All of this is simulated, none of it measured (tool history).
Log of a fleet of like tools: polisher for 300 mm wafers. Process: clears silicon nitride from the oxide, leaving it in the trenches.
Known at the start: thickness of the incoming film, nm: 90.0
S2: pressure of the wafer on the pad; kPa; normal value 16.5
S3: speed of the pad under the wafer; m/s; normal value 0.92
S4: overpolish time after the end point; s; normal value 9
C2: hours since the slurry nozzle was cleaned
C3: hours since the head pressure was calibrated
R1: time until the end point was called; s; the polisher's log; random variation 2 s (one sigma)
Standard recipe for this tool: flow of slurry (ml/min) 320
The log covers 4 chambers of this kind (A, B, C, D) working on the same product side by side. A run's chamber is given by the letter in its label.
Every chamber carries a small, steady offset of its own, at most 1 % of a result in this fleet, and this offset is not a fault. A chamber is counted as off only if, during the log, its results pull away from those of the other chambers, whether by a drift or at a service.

-- hour=1.3 chamber A: worn pad replaced by a new one
run 1A hour=16.1 | flow_of_slurry_(ml/min)=320 S2=16.5 S3=0.92 S4=9 | wafers_polished_on_this_pad=90 C2=518.8 C3=236.1 | R1=141.35
run 2C hour=23.9 | flow_of_slurry_(ml/min)=320 S2=16.5 S3=0.92 S4=9 | wafers_polished_on_this_pad=582 C2=246.2 C3=1002.1 | R1=137.68
run 3B hour=40.1 | flow_of_slurry_(ml/min)=320 S2=16.5 S3=0.92 S4=9 | wafers_polished_on_this_pad=345 C2=291.1 C3=373.7 | R1=142.26
run 4D hour=55.8 | flow_of_slurry_(ml/min)=320 S2=16.5 S3=0.92 S4=9 | wafers_polished_on_this_pad=963 C2=624.6 C3=739.1 | R1=141.25
run 5B hour=64.9 | flow_of_slurry_(ml/min)=320 S2=16.5 S3=0.92 S4=9 | wafers_polished_on_this_pad=496 C2=315.9 C3=398.5 | R1=142.58
run 6A hour=78.6 | flow_of_slurry_(ml/min)=320 S2=16.5 S3=0.92 S4=9 | wafers_polished_on_this_pad=470 C2=581.3 C3=298.6 | R1=138.82
-- hour=85.7 chamber D: slurry nozzle cleaned
run 7C hour=88.7 | flow_of_slurry_(ml/min)=320 S2=16.5 S3=0.92 S4=9 | wafers_polished_on_this_pad=976 C2=311 C3=1066.9 | R1=141.45
-- hour=94.1 chamber A: worn pad replaced by a new one
-- hour=94.2 chamber C: worn pad replaced by a new one
run 8D hour=98.2 | flow_of_slurry_(ml/min)=320 S2=16.5 S3=0.92 S4=9 | wafers_polished_on_this_pad=1221 C2=12.6 C3=781.5 | R1=137.08
run 9A hour=114 | flow_of_slurry_(ml/min)=320 S2=16.5 S3=0.92 S4=9 | wafers_polished_on_this_pad=121 C2=616.7 C3=334 | R1=139.64
run 10D hour=127.7 | flow_of_slurry_(ml/min)=320 S2=16.5 S3=0.66 S4=6 | wafers_polished_on_this_pad=1401 C2=42.1 C3=811 | R1=189.94
run 11B hour=137.9 | flow_of_slurry_(ml/min)=320 S2=16.5 S3=0.66 S4=6 | wafers_polished_on_this_pad=940 C2=388.9 C3=471.5 | R1=187.89
-- hour=151.7 chamber B: slurry nozzle cleaned
run 12C hour=153.1 | flow_of_slurry_(ml/min)=320 S2=16.5 S3=0.66 S4=6 | wafers_polished_on_this_pad=358 C2=375.4 C3=1131.3 | R1=198.15
-- hour=164.4 chamber D: worn pad replaced by a new one
run 13D hour=168.4 | flow_of_slurry_(ml/min)=320 S2=16.5 S3=0.66 S4=6 | wafers_polished_on_this_pad=24 C2=82.8 C3=851.7 | R1=194.34
-- hour=173.6 chamber A: worn pad replaced by a new one
run 14B hour=180.1 | flow_of_slurry_(ml/min)=320 S2=16.5 S3=0.92 S4=9 | wafers_polished_on_this_pad=1197 C2=28.4 C3=513.7 | R1=132.05
-- hour=189.3 chamber A: slurry nozzle cleaned
run 15C hour=191.3 | flow_of_slurry_(ml/min)=320 S2=16.5 S3=0.92 S4=9 | wafers_polished_on_this_pad=591 C2=413.6 C3=1169.5 | R1=140.3
run 16A hour=204.2 | flow_of_slurry_(ml/min)=320 S2=16.5 S3=0.92 S4=9 | wafers_polished_on_this_pad=186 C2=14.9 C3=424.2 | R1=141.95
run 17C hour=218.5 | flow_of_slurry_(ml/min)=320 S2=16.5 S3=0.92 S4=9 | wafers_polished_on_this_pad=756 C2=440.8 C3=1196.7 | R1=139.83
run 18B hour=227.2 | flow_of_slurry_(ml/min)=240 S2=16.5 S3=0.74 S4=9 | wafers_polished_on_this_pad=1484 C2=75.5 C3=560.8 | R1=169.53
run 19A hour=234.4 | flow_of_slurry_(ml/min)=240 S2=16.5 S3=0.74 S4=9 | wafers_polished_on_this_pad=370 C2=45.1 C3=454.4 | R1=174.55
-- hour=241.6 chamber B: worn pad replaced by a new one
run 20D hour=243.4 | flow_of_slurry_(ml/min)=240 S2=16.5 S3=0.74 S4=9 | wafers_polished_on_this_pad=481 C2=157.8 C3=926.7 | R1=179.99
run 21D hour=256.8 | flow_of_slurry_(ml/min)=240 S2=16.5 S3=0.74 S4=9 | wafers_polished_on_this_pad=562 C2=171.2 C3=940.1 | R1=180.75
run 22A hour=267.9 | flow_of_slurry_(ml/min)=320 S2=16.5 S3=0.92 S4=9 | wafers_polished_on_this_pad=574 C2=78.6 C3=487.9 | R1=144.02
-- hour=269.8 chamber A: worn pad replaced by a new one
-- hour=280.3 chamber C: worn pad replaced by a new one
run 23C hour=281.7 | flow_of_slurry_(ml/min)=320 S2=16.5 S3=0.92 S4=9 | wafers_polished_on_this_pad=8 C2=504 C3=1259.9 | R1=139.67
run 24B hour=288.9 | flow_of_slurry_(ml/min)=320 S2=16.5 S3=0.92 S4=9 | wafers_polished_on_this_pad=288 C2=137.2 C3=622.5 | R1=125.63
run 25A hour=304.8 | flow_of_slurry_(ml/min)=320 S2=16.5 S3=0.92 S4=9 | wafers_polished_on_this_pad=213 C2=115.5 C3=524.8 | R1=141.27
run 26D hour=319.6 | flow_of_slurry_(ml/min)=250 S2=20 S3=0.92 S4=9 | wafers_polished_on_this_pad=945 C2=234 C3=1002.9 | R1=118.9

Is one chamber out of step, is the gauge drifting, or do the chambers differ by no more than their own small offsets? For an off chamber, give its letter and the likeliest cause.

One chamber, B, drifts off from the rest bit by bit.
What lies behind it: head's pressure above its setpoint, % = 11.6.

Chamber B could run next with any of the 4 candidate recipes listed below; each alters the usual settings, and their results appear as question marks. Which one brings its results back in line with what the other chambers deliver on the usual settings?
To be in line, a result may differ from the other chambers' mean on the usual settings by at most: R1 7 s
run 27B-1 hour=331.3 | flow_of_slurry_(ml/min)=320 S2=16.5 S3=0.82 S4=9 | R1=?
run 27B-2 hour=331.3 | flow_of_slurry_(ml/min)=325 S2=17.9 S3=1.02 S4=9 | R1=?
run 27B-3 hour=331.3 | flow_of_slurry_(ml/min)=320 S2=16.5 S3=1.02 S4=9 | R1=?
run 27B-4 hour=331.3 | flow_of_slurry_(ml/min)=315 S2=15.2 S3=0.82 S4=9 | R1=?

The mean the other chambers reach with the usual settings: R1 140.14 s
run=27B-1 R1=141.7
run=27B-2 R1=105.2
run=27B-3 R1=114.1
run=27B-4 R1=154.76
It is 27B-1 that realigns the chamber with its peers.
